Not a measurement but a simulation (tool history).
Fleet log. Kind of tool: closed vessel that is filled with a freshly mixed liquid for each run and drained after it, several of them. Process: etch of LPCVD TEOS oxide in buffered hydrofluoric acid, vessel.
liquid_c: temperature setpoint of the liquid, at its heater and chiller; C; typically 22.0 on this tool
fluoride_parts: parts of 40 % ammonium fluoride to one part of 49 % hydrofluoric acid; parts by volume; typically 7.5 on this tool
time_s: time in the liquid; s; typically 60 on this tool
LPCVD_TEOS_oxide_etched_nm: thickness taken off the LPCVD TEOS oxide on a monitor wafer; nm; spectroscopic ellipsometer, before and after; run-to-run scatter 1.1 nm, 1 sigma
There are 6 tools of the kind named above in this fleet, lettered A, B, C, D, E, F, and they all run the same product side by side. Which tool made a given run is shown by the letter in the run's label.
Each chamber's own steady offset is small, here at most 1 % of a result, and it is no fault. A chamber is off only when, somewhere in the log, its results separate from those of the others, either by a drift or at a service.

run	hour	liquid_c	fluoride_parts	time_s	read-back film thickness of the LPCVD TEOS oxide reference wafer, read on the same gauge (nm)	LPCVD_TEOS_oxide_etched_nm
1B	4.9	22.0	7.5	60	130.00	231.13
2F	8.6	22.0	7.5	60	130.02	228.81
3E	17.0	22.0	7.5	60	129.97	232.71
4D	25.2	22.0	7.5	60	130.02	230.62
5C	32.0	22.0	7.5	60	130.02	230.19
6A	37.1	22.0	7.5	75	130.01	286.43
7E	41.0	22.0	7.5	75	129.97	289.68
8B	45.1	22.0	7.5	75	130.03	290.57
9C	53.1	22.0	7.5	75	129.99	288.33
10A	59.6	22.0	7.5	75	130.04	285.90
11D	66.1	22.0	7.5	75	129.99	289.19
12F	70.9	22.0	7.5	60	130.00	229.61
13F	77.0	22.0	7.5	60	129.96	228.51
14B	81.2	22.0	7.5	60	130.03	231.39
15E	86.7	22.0	7.5	60	129.98	230.37
16D	91.3	22.0	7.5	60	130.01	231.68
17A	97.5	22.0	7.5	60	129.97	230.87
18C	105.1	22.0	7.5	60	130.05	229.85
19B	113.3	22.0	7.5	60	130.01	235.95
20C	119.3	22.0	7.5	60	130.01	230.51
21D	125.6	17.5	7.5	60	129.98	180.78
22E	133.3	17.5	7.5	60	129.93	178.97
# hour 135.9: chamber E: hydrofluoric acid flow meter replaced
23F	139.9	17.5	7.5	60	129.96	178.21
24A	147.5	17.5	7.5	60	130.02	180.73
25E	153.8	17.5	7.5	60	130.02	178.30
26D	159.7	17.5	7.5	60	129.98	181.67
27A	165.7	22.0	7.5	60	129.99	230.68
28F	171.5	22.0	7.5	60	129.97	229.55
29C	177.8	22.0	7.5	60	129.98	231.50
30B	182.6	22.0	7.5	60	130.04	240.98
31F	187.0	22.0	7.5	60	130.04	230.34
32A	192.4	22.0	7.5	60	130.01	231.07
33D	197.7	22.0	7.5	60	130.00	230.41
34C	206.0	22.0	7.5	60	129.99	229.64
35B	209.8	22.0	7.5	60	130.05	246.62
36E	215.1	22.0	7.5	60	129.98	231.97
37A	220.9	22.0	7.5	60	129.93	229.14
38F	227.8	22.0	7.5	60	129.97	228.68

Is one chamber off against the others, does the gauge drift, or is nothing wrong? If a chamber is off, say which, and what the likeliest cause is.

Little by little, chamber B moves away from the other chambers.
Likeliest cause: liquid hotter than its thermometer reads (K) = 1.14.
With only this log, it may be confused with: hydrofluoric acid flow above the setpoint (%).

Chamber B could run next with any of the 4 candidate recipes listed below; each alters the usual settings, and their results appear as question marks. Which one brings its results back in line with what the other chambers deliver on the usual settings?
Maximum distance from the other chambers' mean on the usual settings for a result to count as in line: LPCVD_TEOS_oxide_etched_nm 3.70 nm
39B-1	233.9	22.0	8.0	60		?
39B-2	233.9	22.0	7.0	60		?
39B-3	233.9	21.0	8.0	60		?
39B-4	233.9	24.5	7.5	60		?

The mean the other chambers reach with the usual settings: LPCVD_TEOS_oxide_etched_nm 230.39 nm
run	LPCVD_TEOS_oxide_etched_nm
39B-1	230.16
39B-2	266.35
39B-3	217.85
39B-4	282.68
The right change is 39B-1: it brings the chamber back within the allowed miss of the others.
